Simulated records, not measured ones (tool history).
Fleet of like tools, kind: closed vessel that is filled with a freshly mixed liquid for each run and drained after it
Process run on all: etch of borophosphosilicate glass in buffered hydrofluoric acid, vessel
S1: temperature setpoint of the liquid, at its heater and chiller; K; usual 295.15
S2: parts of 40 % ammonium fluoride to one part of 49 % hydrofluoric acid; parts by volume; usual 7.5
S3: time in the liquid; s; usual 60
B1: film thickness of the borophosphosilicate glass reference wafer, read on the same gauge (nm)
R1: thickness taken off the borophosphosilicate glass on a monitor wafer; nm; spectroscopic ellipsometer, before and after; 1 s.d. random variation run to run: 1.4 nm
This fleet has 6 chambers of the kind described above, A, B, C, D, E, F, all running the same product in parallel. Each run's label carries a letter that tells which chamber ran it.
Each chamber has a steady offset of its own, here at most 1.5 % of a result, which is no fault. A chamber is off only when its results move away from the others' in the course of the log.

| run | hour | S1 | S2 | S3 | B1 | R1 |
|---|---|---|---|---|---|---|
| 1E | 4.9 | 295.15 | 7.5 | 60 | 49.972 | 221.10 |
| 2C | 8.8 | 295.15 | 7.5 | 60 | 50.015 | 219.61 |
| 3F | 17.4 | 295.15 | 7.5 | 60 | 50.032 | 220.68 |
| 4A | 26.1 | 295.15 | 7.5 | 60 | 50.052 | 219.03 |
| 5B | 32.7 | 295.15 | 7.5 | 60 | 49.966 | 217.16 |
| 6D | 40.5 | 295.15 | 7.5 | 60 | 50.002 | 218.04 |
| 7A | 44.5 | 295.15 | 7.5 | 60 | 50.026 | 217.55 |
| 8E | 53.2 | 295.15 | 7.5 | 60 | 49.986 | 218.92 |
| 9D | 57.4 | 295.15 | 7.5 | 60 | 49.993 | 215.80 |
| 10C | 62.4 | 295.15 | 7.5 | 60 | 50.020 | 221.57 |
| 11B | 69.8 | 295.15 | 7.5 | 60 | 49.931 | 216.95 |
| 12F | 74.1 | 295.15 | 7.5 | 60 | 50.016 | 220.60 |
| 13F | 82.1 | 295.15 | 7.5 | 60 | 49.961 | 220.56 |
| 14A | 89.9 | 295.15 | 7.5 | 60 | 50.006 | 220.36 |
| 15B | 95.2 | 295.15 | 7.5 | 60 | 49.992 | 221.29 |
| 16C | 99.4 | 293.65 | 7.5 | 60 | 49.988 | 201.43 |
| 17D | 103.9 | 293.65 | 7.5 | 60 | 49.960 | 198.94 |
| 18E | 108.0 | 293.65 | 7.5 | 60 | 50.026 | 202.61 |
| 19C | 115.6 | 293.65 | 7.5 | 60 | 49.990 | 203.23 |
| 20E | 120.9 | 293.65 | 7.5 | 60 | 50.023 | 204.10 |
| 21F | 129.7 | 293.65 | 7.5 | 60 | 49.994 | 203.80 |
| 22A | 135.0 | 295.15 | 7.5 | 60 | 49.977 | 218.82 |
| 23D | 143.5 | 295.15 | 7.5 | 60 | 49.969 | 217.07 |
|  | 143.6 | chamber F: hydrofluoric acid flow meter replaced |
| 24B | 149.8 | 295.15 | 7.5 | 60 | 49.960 | 227.76 |
| 25C | 153.8 | 295.15 | 7.5 | 60 | 49.980 | 217.49 |
| 26D | 159.7 | 295.15 | 7.5 | 60 | 50.002 | 218.71 |
| 27E | 164.0 | 295.15 | 7.5 | 60 | 49.974 | 220.60 |
|  | 168.7 | chamber B: hydrofluoric acid flow meter replaced |
| 28A | 171.5 | 295.15 | 7.5 | 60 | 49.956 | 220.03 |
|  | 177.7 | chamber E: thermometer replaced |
| 29B | 180.3 | 295.15 | 7.5 | 60 | 50.032 | 229.80 |
| 30F | 186.3 | 295.15 | 7.5 | 60 | 49.929 | 216.71 |
| 31C | 193.7 | 295.15 | 7.5 | 60 | 49.969 | 219.52 |
|  | 199.8 | chamber D: thermometer replaced |
| 32E | 200.3 | 295.15 | 7.5 | 60 | 49.961 | 223.39 |
| 33D | 209.4 | 295.15 | 7.5 | 60 | 49.977 | 216.23 |
| 34B | 213.5 | 295.15 | 7.5 | 60 | 49.993 | 234.94 |
| 35F | 219.0 | 295.15 | 7.5 | 60 | 49.983 | 218.10 |
| 36A | 225.2 | 295.15 | 7.5 | 60 | 49.978 | 218.85 |
| 37A | 234.1 | 290.15 | 8.5 | 60 | 50.041 | 145.37 |
| 38C | 242.3 | 290.15 | 8.5 | 60 | 50.001 | 144.16 |
| 39D | 246.4 | 290.15 | 8.5 | 60 | 49.994 | 142.73 |

All 6 chambers run these settings next. Forecast each chamber's results:
| 40A | 252.9 | 295.15 | 7.5 | 75 |  | ? |
| 40B | 252.9 | 295.15 | 7.5 | 75 |  | ? |
| 40C | 252.9 | 295.15 | 7.5 | 75 |  | ? |
| 40D | 252.9 | 295.15 | 7.5 | 75 |  | ? |
| 40E | 252.9 | 295.15 | 7.5 | 75 |  | ? |
| 40F | 252.9 | 295.15 | 7.5 | 75 |  | ? |

| run | R1 |
|---|---|
| 40A | 270.44 |
| 40B | 295.81 |
| 40C | 275.27 |
| 40D | 269.70 |
| 40E | 276.29 |
| 40F | 273.59 |
